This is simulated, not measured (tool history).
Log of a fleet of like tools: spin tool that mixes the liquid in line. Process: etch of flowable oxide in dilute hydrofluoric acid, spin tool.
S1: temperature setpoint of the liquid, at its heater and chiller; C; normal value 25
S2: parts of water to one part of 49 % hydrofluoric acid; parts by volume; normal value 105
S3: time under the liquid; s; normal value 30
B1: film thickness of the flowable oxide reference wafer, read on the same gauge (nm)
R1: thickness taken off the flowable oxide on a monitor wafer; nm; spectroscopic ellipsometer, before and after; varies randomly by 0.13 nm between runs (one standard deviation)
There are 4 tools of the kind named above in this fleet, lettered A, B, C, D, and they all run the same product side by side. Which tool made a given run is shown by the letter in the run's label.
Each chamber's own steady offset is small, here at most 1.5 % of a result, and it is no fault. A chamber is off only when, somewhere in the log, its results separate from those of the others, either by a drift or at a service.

run,day,S1,S2,S3,B1,R1
1D,0.475,25,105,30,129.98,19.546
2A,0.929,25,105,30,130.02,19.587
3C,1.183,25,105,30,130.05,19.962
4B,1.417,25,105,30,130,20.147
5B,1.896,25,105,30,130.01,19.939
6D,2.246,25,105,30,130,19.624
7C,2.588,25,105,30,130.02,19.831
8A,3.083,25,105,30,130,19.337
9A,3.421,25,105,30,129.95,19.555
10B,3.679,25,105,30,130.05,20.209
11C,4.2,25,105,30,129.98,20.085
# day 4.333: chamber A: thermometer replaced
12D,4.571,25,105,30,130.01,19.633
13A,5.008,25,105,30,130.03,19.497
14C,5.388,25,105,30,129.98,20.142
15D,5.667,25,105,30,130.01,19.617
16B,6.083,25,105,30,129.97,19.859
17B,6.338,23,130,30,130.01,14.672
18D,6.617,23,130,30,129.97,13.993
19A,7.108,23,130,30,130.02,14.15
20C,7.408,23,130,30,129.97,14.912
21D,7.779,25,105,30,129.97,19.622
22C,8.092,25,105,30,130,20.497
23B,8.521,25,105,30,129.97,19.937
24A,8.758,25,105,30,130.01,19.315
25D,9.2,25,105,30,129.95,19.475
26C,9.708,25,105,30,129.99,20.577
# day 9.804: chamber D: thermometer replaced
# day 10.138: chamber C: hydrofluoric acid flow meter replaced
27B,10.167,25,105,30,130.02,20.094
28A,10.438,25,105,30,130.01,19.666
29A,10.9,25,105,30,129.96,19.52
30B,11.362,25,105,30,130.01,19.799
31D,11.804,25,105,30,130.03,19.583
32C,12.304,25,105,30,129.98,20.877
33D,12.783,25,105,30,129.99,19.674
34C,13.25,25,105,30,130.02,20.958
35B,13.658,25,105,30,130.01,20.217
36A,14.154,25,105,30,129.99,19.598

For the next run the whole fleet of 4 chambers uses the same settings. Give each chamber's results:
37A,14.529,25,60,30,,?
37B,14.529,25,60,30,,?
37C,14.529,25,60,30,,?
37D,14.529,25,60,30,,?

run,R1
37A,36.368
37B,36.683
37C,38.777
37D,36.796
